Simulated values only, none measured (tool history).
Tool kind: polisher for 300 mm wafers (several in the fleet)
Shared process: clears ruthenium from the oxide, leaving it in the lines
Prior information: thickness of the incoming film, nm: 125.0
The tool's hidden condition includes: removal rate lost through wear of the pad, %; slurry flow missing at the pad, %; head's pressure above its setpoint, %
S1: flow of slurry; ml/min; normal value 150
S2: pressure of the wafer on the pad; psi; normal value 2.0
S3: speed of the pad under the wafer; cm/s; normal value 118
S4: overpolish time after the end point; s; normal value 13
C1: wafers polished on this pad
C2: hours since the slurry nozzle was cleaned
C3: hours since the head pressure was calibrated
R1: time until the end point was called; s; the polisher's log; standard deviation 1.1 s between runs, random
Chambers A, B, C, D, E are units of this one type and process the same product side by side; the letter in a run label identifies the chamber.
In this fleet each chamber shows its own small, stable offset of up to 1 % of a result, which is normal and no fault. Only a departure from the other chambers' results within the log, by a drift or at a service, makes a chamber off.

run 1B day=0.275 | S1=150 S2=2.0 S3=118 S4=13 | C1=145 C2=512.5 C3=844.8 | R1=87.905
-- day=0.417 chamber D: slurry nozzle cleaned
run 2D day=0.625 | S1=150 S2=2.0 S3=118 S4=13 | C1=488 C2=5.1 C3=846.4 | R1=91.525
-- day=0.700 chamber C: worn pad replaced by a new one
-- day=0.908 chamber E: worn pad replaced by a new one
run 3C day=0.925 | S1=150 S2=2.0 S3=118 S4=13 | C1=62 C2=299.6 C3=557.7 | R1=90.252
run 4A day=1.283 | S1=150 S2=2.0 S3=118 S4=13 | C1=1247 C2=410.1 C3=434.7 | R1=90.104
-- day=1.408 chamber D: worn pad replaced by a new one
run 5E day=1.592 | S1=150 S2=2.0 S3=118 S4=13 | C1=190 C2=141.4 C3=420.3 | R1=88.938
run 6A day=1.775 | S1=150 S2=2.0 S3=118 S4=13 | C1=1384 C2=421.9 C3=446.5 | R1=89.413
run 7B day=2.100 | S1=150 S2=2.0 S3=118 S4=13 | C1=653 C2=556.3 C3=888.6 | R1=87.447
-- day=2.108 chamber B: worn pad replaced by a new one
-- day=2.221 chamber B: slurry nozzle cleaned
-- day=2.238 chamber B: head pressure recalibrated
-- day=2.354 chamber C: head pressure recalibrated
run 8D day=2.408 | S1=150 S2=2.0 S3=118 S4=13 | C1=278 C2=47.9 C3=889.2 | R1=89.999
-- day=2.542 chamber A: worn pad replaced by a new one
run 9C day=2.617 | S1=150 S2=2.0 S3=118 S4=13 | C1=533 C2=340.2 C3=6.4 | R1=89.630
run 10E day=2.896 | S1=150 S2=2.0 S3=118 S4=13 | C1=554 C2=172.7 C3=451.6 | R1=87.274
run 11C day=3.104 | S1=150 S2=2.6 S3=118 S4=13 | C1=669 C2=351.9 C3=18.1 | R1=68.460
-- day=3.217 chamber C: worn pad replaced by a new one
run 12E day=3.375 | S1=150 S2=2.6 S3=118 S4=13 | C1=687 C2=184.2 C3=463.1 | R1=68.416
-- day=3.629 chamber E: worn pad replaced by a new one
run 13A day=3.662 | S1=150 S2=2.6 S3=118 S4=13 | C1=312 C2=467.2 C3=491.8 | R1=67.394
run 14B day=3.962 | S1=150 S2=2.6 S3=118 S4=13 | C1=516 C2=41.9 C3=41.5 | R1=68.198
-- day=3.988 chamber D: worn pad replaced by a new one
run 15D day=4.304 | S1=150 S2=2.6 S3=118 S4=13 | C1=88 C2=93.4 C3=934.7 | R1=67.680
run 16E day=4.529 | S1=150 S2=2.0 S3=118 S4=13 | C1=250 C2=211.9 C3=490.8 | R1=87.283
run 17C day=4.729 | S1=150 S2=2.0 S3=118 S4=13 | C1=422 C2=390.9 C3=57.1 | R1=90.161
-- day=5.012 chamber B: worn pad replaced by a new one
run 18A day=5.075 | S1=150 S2=2.0 S3=118 S4=13 | C1=706 C2=501.1 C3=525.7 | R1=88.417
run 19B day=5.254 | S1=150 S2=2.0 S3=118 S4=13 | C1=67 C2=72.9 C3=72.5 | R1=88.790
-- day=5.308 chamber C: worn pad replaced by a new one
run 20D day=5.492 | S1=150 S2=2.0 S3=118 S4=13 | C1=419 C2=121.9 C3=963.2 | R1=90.505
run 21E day=5.796 | S1=150 S2=2.4 S3=118 S4=13 | C1=603 C2=242.3 C3=521.2 | R1=71.847
run 22D day=6.025 | S1=150 S2=2.4 S3=118 S4=13 | C1=567 C2=134.7 C3=976.0 | R1=73.026
run 23B day=6.262 | S1=150 S2=2.4 S3=118 S4=13 | C1=348 C2=97.1 C3=96.7 | R1=75.193
run 24A day=6.496 | S1=150 S2=2.4 S3=118 S4=13 | C1=1101 C2=535.2 C3=559.8 | R1=74.254
-- day=6.533 chamber D: worn pad replaced by a new one
-- day=6.583 chamber E: worn pad replaced by a new one
run 25C day=6.667 | S1=150 S2=2.4 S3=118 S4=13 | C1=379 C2=437.4 C3=103.6 | R1=75.408
-- day=6.804 chamber E: slurry nozzle cleaned
run 26C day=6.825 | S1=150 S2=2.0 S3=118 S4=13 | C1=423 C2=441.2 C3=107.4 | R1=88.929
run 27D day=7.071 | S1=150 S2=2.0 S3=118 S4=13 | C1=150 C2=159.8 C3=1001.1 | R1=88.412
-- day=7.075 chamber A: worn pad replaced by a new one
-- day=7.300 chamber B: worn pad replaced by a new one
-- day=7.333 chamber C: worn pad replaced by a new one
run 28B day=7.400 | S1=150 S2=2.0 S3=118 S4=13 | C1=28 C2=124.4 C3=124.0 | R1=87.460
run 29A day=7.733 | S1=105 S2=2.0 S3=118 S4=17 | C1=183 C2=564.9 C3=589.5 | R1=94.760
run 30E day=7.967 | S1=105 S2=2.0 S3=118 S4=17 | C1=385 C2=28.0 C3=573.3 | R1=94.643
-- day=8.171 chamber C: slurry nozzle cleaned
run 31C day=8.288 | S1=105 S2=2.0 S3=118 S4=17 | C1=266 C2=2.8 C3=142.5 | R1=97.951
run 32A day=8.517 | S1=105 S2=2.0 S3=118 S4=17 | C1=401 C2=583.7 C3=608.3 | R1=97.016
run 33B day=8.788 | S1=105 S2=2.0 S3=118 S4=17 | C1=415 C2=157.7 C3=157.3 | R1=96.373
-- day=8.792 chamber E: worn pad replaced by a new one
-- day=9.029 chamber D: worn pad replaced by a new one
run 34D day=9.042 | S1=150 S2=2.0 S3=118 S4=13 | C1=4 C2=207.1 C3=1048.4 | R1=87.649
run 35E day=9.321 | S1=150 S2=2.0 S3=98 S4=18 | C1=147 C2=60.5 C3=605.8 | R1=107.480
run 36C day=9.588 | S1=150 S2=2.0 S3=98 S4=18 | C1=628 C2=34.0 C3=173.7 | R1=110.250
run 37D day=9.762 | S1=150 S2=2.0 S3=98 S4=18 | C1=204 C2=224.4 C3=1065.7 | R1=106.090
-- day=9.888 chamber C: worn pad replaced by a new one
run 38A day=10.004 | S1=150 S2=2.0 S3=98 S4=18 | C1=816 C2=619.4 C3=644.0 | R1=107.310
-- day=10.150 chamber B: worn pad replaced by a new one
run 39E day=10.246 | S1=150 S2=2.0 S3=98 S4=18 | C1=405 C2=82.7 C3=628.0 | R1=106.010
run 40B day=10.567 | S1=150 S2=2.0 S3=118 S4=13 | C1=116 C2=200.4 C3=200.0 | R1=88.578
run 41D day=10.829 | S1=150 S2=2.0 S3=118 S4=13 | C1=501 C2=250.0 C3=1091.3 | R1=90.810
-- day=10.992 chamber E: worn pad replaced by a new one
run 42E day=11.125 | S1=150 S2=2.0 S3=118 S4=13 | C1=38 C2=103.8 C3=649.1 | R1=88.880
run 43B day=11.379 | S1=150 S2=2.0 S3=118 S4=13 | C1=342 C2=219.9 C3=219.5 | R1=88.905
run 44C day=11.546 | S1=150 S2=2.0 S3=118 S4=13 | C1=462 C2=81.0 C3=220.7 | R1=89.446

Next, every chamber runs the same settings. What will each give?
run 45A day=11.800 | S1=150 S2=2.0 S3=118 S4=13 | R1=?
run 45B day=11.800 | S1=150 S2=2.0 S3=118 S4=13 | R1=?
run 45C day=11.800 | S1=150 S2=2.0 S3=118 S4=13 | R1=?
run 45D day=11.800 | S1=150 S2=2.0 S3=118 S4=13 | R1=?
run 45E day=11.800 | S1=150 S2=2.0 S3=118 S4=13 | R1=?

run=45A R1=90.928
run=45B R1=89.432
run=45C R1=89.764
run=45D R1=89.945
run=45E R1=87.662

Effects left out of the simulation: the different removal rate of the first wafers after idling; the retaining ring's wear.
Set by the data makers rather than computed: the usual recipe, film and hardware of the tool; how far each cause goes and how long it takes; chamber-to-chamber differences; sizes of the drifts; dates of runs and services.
